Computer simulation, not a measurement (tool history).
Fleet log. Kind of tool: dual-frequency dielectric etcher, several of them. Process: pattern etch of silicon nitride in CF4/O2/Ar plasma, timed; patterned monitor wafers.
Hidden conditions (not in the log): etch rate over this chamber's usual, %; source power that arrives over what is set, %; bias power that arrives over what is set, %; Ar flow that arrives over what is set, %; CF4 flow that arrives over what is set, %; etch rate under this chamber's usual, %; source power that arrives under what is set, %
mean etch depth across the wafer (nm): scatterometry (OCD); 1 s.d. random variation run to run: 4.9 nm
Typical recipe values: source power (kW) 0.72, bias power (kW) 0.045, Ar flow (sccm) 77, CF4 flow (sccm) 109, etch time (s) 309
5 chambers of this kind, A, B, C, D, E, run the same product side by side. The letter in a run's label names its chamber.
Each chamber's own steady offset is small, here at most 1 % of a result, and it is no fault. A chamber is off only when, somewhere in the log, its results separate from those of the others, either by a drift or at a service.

run	hour	source power (kW)	bias power (kW)	Ar flow (sccm)	CF4 flow (sccm)	etch time (s)	hours since the last wet clean	hours since the last source power generator calibration	hours since the last bias power generator calibration	hours since the last Ar flow controller change	hours since the last CF4 flow controller change	read-back reference wafer on the same gauge, depth_nm	mean etch depth across the wafer (nm)
1E	11	0.72	0.045	77	109	309	434.7	3976.5	1256.3	185.4	2929.6	959.48	811.77
2B	22.2	0.72	0.045	77	109	309	533.7	32.5	1830.4	1933.8	50.6	959.64	797.7
3C	30.4	0.72	0.045	77	109	309	558.1	2640.1	2141.6	2296.2	1574.2	961.13	808.02
4D	42.9	0.72	0.045	77	109	309	100.6	201.6	1903.6	1771.1	2007.6	962.36	807.58
5A	54.4	0.72	0.045	86	109	277.5	196.6	1010.7	2452.9	1248.9	1015.3	960.59	717.68
6B	61.6	0.72	0.045	86	109	277.5	573.1	71.9	1869.8	1973.2	90	959.84	705.79
# hour 63.2: chamber C: wet clean of the chamber
7C	72.8	0.72	0.045	86	109	277.5	9.7	2682.5	2184	2338.6	1616.6	959.3	718.96
8E	82.6	0.72	0.045	86	109	277.5	506.3	4048.1	1327.9	257	3001.2	960.75	719.86
9A	95.1	0.72	0.045	86	109	277.5	237.3	1051.4	2493.6	1289.6	1056	959.64	720.53
10D	107.6	0.72	0.045	77	109	309	165.3	266.3	1968.3	1835.8	2072.3	960.87	807.34
# hour 109.7: chamber E: wet clean of the chamber
# hour 113.1: chamber B: wet clean of the chamber
11A	115.4	0.72	0.045	77	109	309	257.6	1071.7	2513.9	1309.9	1076.3	961.41	812.25
12C	125.3	0.72	0.045	77	109	309	62.2	2735	2236.5	2391.1	1669.1	961.1	815.52
13B	134.3	0.86	0.045	77	109	373	21.2	144.6	1942.5	2045.9	162.7	960.12	1132.1
14E	141.3	0.86	0.045	77	109	373	31.6	4106.8	1386.6	315.7	3059.9	960.58	1139.9
15D	149	0.86	0.045	77	109	373	206.7	307.7	2009.7	1877.2	2113.7	960.9	1151.1
16B	161.2	0.86	0.045	77	109	373	48.1	171.5	1969.4	2072.8	189.6	960.67	1142.7
17E	171.4	0.86	0.045	77	109	373	61.7	4136.9	1416.7	345.8	3090	961.04	1132.8
18A	180.4	0.72	0.045	77	109	309	322.6	1136.7	2578.9	1374.9	1141.3	961.5	808.29
19D	191.8	0.72	0.045	77	109	309	249.5	350.5	2052.5	1920	2156.5	960.95	797.29
20C	199.6	0.72	0.045	77	109	309	136.5	2809.3	2310.8	2465.4	1743.4	961.12	804.11
# hour 205.5: chamber A: wet clean of the chamber
21E	207.8	0.72	0.045	77	109	309	98.1	4173.3	1453.1	382.2	3126.4	960.58	810.4
22A	219.2	0.72	0.045	77	109	309	13.8	1175.5	2617.7	1413.7	1180.1	961.18	802.11
23B	228.6	0.72	0.045	77	109	309	115.5	238.9	2036.8	2140.2	257	961.3	809.11
24D	237.7	0.72	0.045	77	109	309	295.4	396.4	2098.4	1965.9	2202.4	960.76	815.59
25C	247.8	0.72	0.045	77	109	309	184.7	2857.5	2359	2513.6	1791.6	960.92	808.14
# hour 251: chamber E: source power generator calibrated
26A	257.2	0.72	0.045	77	109	309	51.8	1213.5	2655.7	1451.7	1218.1	961.82	811.05
27D	265.3	0.72	0.045	77	109	309	323	424	2126	1993.5	2230	961.77	815.58
# hour 266.1: chamber D: wet clean of the chamber
28E	273.3	0.72	0.045	77	109	309	163.6	22.3	1518.6	447.7	3191.9	961.88	780.01
29B	281.8	0.72	0.045	77	109	309	168.7	292.1	2090	2193.4	310.2	961.64	811.17
30C	293.1	0.72	0.055	77	109	309	230	2902.8	2404.3	2558.9	1836.9	960.44	872.02
31B	304.1	0.72	0.055	77	109	309	191	314.4	2112.3	2215.7	332.5	961.61	865.34
32C	310.4	0.72	0.055	77	109	309	247.3	2920.1	2421.6	2576.2	1854.2	961.73	885.69
33E	317.3	0.72	0.055	77	109	309	207.6	66.3	1562.6	491.7	3235.9	960.55	842.09
34A	324.8	0.72	0.055	77	109	309	119.4	1281.1	2723.3	1519.3	1285.7	961.12	867.44
35D	335.3	0.72	0.045	77	109	309	69.3	494	2196	2063.5	2300	961.23	805.89
36E	345.4	0.72	0.045	77	109	309	235.7	94.4	1590.7	519.8	3264	959.93	772.4
37B	358.5	0.72	0.045	77	109	309	245.4	368.8	2166.7	2270.1	386.9	959.57	811.93
38C	364.7	0.72	0.045	77	109	309	301.6	2974.4	2475.9	2630.5	1908.5	959.89	814.31
39A	375.4	0.72	0.045	77	109	309	170	1331.7	2773.9	1569.9	1336.3	959.84	804.42
40D	387.4	0.72	0.045	77	109	309	121.4	546.1	2248.1	2115.6	2352.1	961.96	803.96

Has any chamber moved away from the others, gradually or after a service, or does the common gauge drift, or do the chambers differ only by their own small steady offsets? State the chamber and the most likely cause if one applies.

A service on chamber E put it out of line with the rest.
Most likely cause: source power that arrives under what is set, % = 3.98.

Which of the 4 candidates below, each the usual settings with something changed and its results left as question marks, puts chamber E back in line with what the other chambers give on the usual settings?
To be in line, a result may differ from the other chambers' mean on the usual settings by at most: mean etch depth across the wafer (nm) 17
41E-1	397.1	0.72	0.046	77	110	330							?
41E-2	397.1	0.7	0.045	77	109	295							?
41E-3	397.1	0.73	0.045	77	109	316							?
41E-4	397.1	0.69	0.045	77	109	309							?

The mean the other chambers reach with the usual settings: mean etch depth across the wafer (nm) 809.5
run	mean etch depth across the wafer (nm)
41E-1	839.99
41E-2	726.06
41E-3	807.47
41E-4	750.8
41E-3 brings the chamber back in line.

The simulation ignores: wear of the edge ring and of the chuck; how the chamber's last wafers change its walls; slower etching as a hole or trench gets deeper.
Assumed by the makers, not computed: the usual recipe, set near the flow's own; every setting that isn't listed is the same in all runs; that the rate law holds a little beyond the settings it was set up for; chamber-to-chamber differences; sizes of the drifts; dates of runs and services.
